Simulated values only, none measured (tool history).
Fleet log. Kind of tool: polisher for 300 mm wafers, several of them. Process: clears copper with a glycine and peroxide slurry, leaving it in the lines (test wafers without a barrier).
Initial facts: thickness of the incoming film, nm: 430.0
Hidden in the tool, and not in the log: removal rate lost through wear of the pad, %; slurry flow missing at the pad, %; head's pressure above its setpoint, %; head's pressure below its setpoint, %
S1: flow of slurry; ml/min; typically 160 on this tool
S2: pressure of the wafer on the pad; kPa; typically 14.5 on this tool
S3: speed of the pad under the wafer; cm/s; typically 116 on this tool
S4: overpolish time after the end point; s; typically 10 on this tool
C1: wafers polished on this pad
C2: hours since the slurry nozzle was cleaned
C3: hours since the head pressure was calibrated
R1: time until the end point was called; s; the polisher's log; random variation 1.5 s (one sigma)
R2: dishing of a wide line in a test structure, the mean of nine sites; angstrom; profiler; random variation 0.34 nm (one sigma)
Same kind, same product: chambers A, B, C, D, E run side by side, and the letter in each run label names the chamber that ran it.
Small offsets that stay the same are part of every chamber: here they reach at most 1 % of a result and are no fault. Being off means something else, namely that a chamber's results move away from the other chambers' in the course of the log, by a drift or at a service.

run    day   S1    S2   S3  S4    C1     C2      C3      R1      R2
 1A  0.179  160  14.5  116  10   989  201.6    1357  105.89  301.36
 2C  0.329  160  14.5  116  10   694  412.7   819.1   105.4  295.67
     0.342  -- chamber A: head pressure recalibrated
 3D  0.567  160  14.5  116  10   609  367.3   219.8  104.54   291.2
 4E  0.742  160  14.5  116  10  1140   24.5   232.6  104.99  291.59
 5B    0.9  160  14.5  116  10   215  225.8  1048.6  105.56   294.3
 6A  1.033  160  14.5  116  10  1104  222.1    16.6  103.89   291.7
     1.221  -- chamber C: worn pad replaced by a new one
 7C  1.275  160  14.5  116  10     7  435.4   841.8  105.98  295.18
 8E  1.421  140  14.5  116  15  1232   40.8   248.9  111.51  410.62
 9D  1.525  140  14.5  116  15   738  390.3   242.8  110.28  405.94
10B  1.704  140  14.5  116  15   324  245.1  1067.9  107.79  407.78
11D  1.883  140  14.5  116  15   786  398.9   251.4  109.39  404.01
12A      2  140  14.5  116  15  1234  245.3    39.8  104.22  413.36
13C  2.179  160  14.5  116  10   129  457.1   863.5  104.37   298.2
     2.183  -- chamber D: worn pad replaced by a new one
       2.4  -- chamber E: worn pad replaced by a new one
14B  2.417  160  14.5  116  10   419  262.2    1085  102.03  292.34
15E  2.521  160  14.5  116  10    16   67.2   275.3  108.39  299.27
16B  2.642  160  14.5  116  10   450  267.6  1090.4  103.98  287.39
17D  2.821  160  14.5  116  10    85  421.4   273.9  103.46  293.31
18C  3.062  130  14.5  116   5   247  478.3   884.7  108.67  152.54
     3.242  -- chamber A: worn pad replaced by a new one
19A  3.279  130  14.5  116   5     5    276    70.5  110.11  149.69
     3.442  -- chamber A: slurry nozzle cleaned
20E  3.517  130  14.5  116   5   150   91.1   299.2  109.86  147.47
21A  3.675  130  14.5  116   5    58    5.6      80  110.13  151.47
22D  3.825  130  14.5  116   5   220  445.5     298  113.06  145.67
23E  4.054  160  14.5  116  10   222    104   312.1  106.47  291.32
     4.175  -- chamber B: worn pad replaced by a new one
24C  4.196  160  14.5  116  10   400  505.5   911.9  103.87     296
25B  4.421  160  14.5  116  10    33  310.3  1133.1  106.22  296.87
26A  4.562  160  14.5  116  10   177   26.9   101.3   103.4  297.25
27C  4.792  160  17.9  136  10   480  519.8   926.2  77.635     392
28E  4.938  160  17.9  136  10   341  125.2   333.3  76.747  393.22
29B  5.138  160  17.9  136  10   129  327.5  1150.3  77.036  384.04
30D  5.362  160  17.9  136  10   427  482.4   334.9  79.777  365.79
31B  5.488  160  17.9  136  10   176  335.9  1158.7  77.594  387.13
32E   5.65  160  14.5  116  10   437  142.3   350.4  107.76  297.24
33A  5.808  160  14.5  116  10   345   56.8   131.2  102.84  298.14
34D  6.038  160  14.5  116  10   518  498.6   351.1  112.76  277.86
35C  6.279  160  14.5  116  10   680  555.5   961.9  105.17  296.42
36B  6.442  160  14.5  116  10   305  358.8  1181.6  105.07  287.93
37E  6.612  160  14.5  116  10   566  165.4   373.5  106.58  289.79
38C  6.833  160  14.5  116  10   754  568.8   975.2  105.56  299.43
39A  6.979  160  14.5  116  10   502   84.9   159.3  104.73  300.23

One chamber off, gauge drift, or nothing amiss beyond the chambers' own small offsets? If it is a chamber, which one, and what is the likeliest cause?

It is chamber D that slowly wanders off from its peers.
Likeliest cause: slurry flow missing at the pad, % = 33.1.
The log may not tell that from: removal rate lost through wear of the pad, %; head's pressure below its setpoint, %.

Here are 4 candidates for chamber D's next run, each the usual settings with a change, their results left as question marks. Which one brings its results back in line with what the others give on the usual settings?
A result is in line if it is within this distance of the other chambers' mean on the usual settings: R1 5.3 s; R2 12 angstrom
40D-1  7.154  160  13.8  110  10               ?   ?
40D-2  7.154  160  15.2  122  10               ?   ?
40D-3  7.154  155  13.1  104  10               ?   ?
40D-4  7.154  165  15.9  128  10               ?   ?

Other chambers, usual settings, mean: R1 105.31 s; R2 294.07 angstrom
  run      R1      R2
40D-1  125.15  252.08
40D-2  106.78  290.88
40D-3     137  232.14
40D-4  98.291  313.18
40D-2 puts the chamber back in line with the other chambers.

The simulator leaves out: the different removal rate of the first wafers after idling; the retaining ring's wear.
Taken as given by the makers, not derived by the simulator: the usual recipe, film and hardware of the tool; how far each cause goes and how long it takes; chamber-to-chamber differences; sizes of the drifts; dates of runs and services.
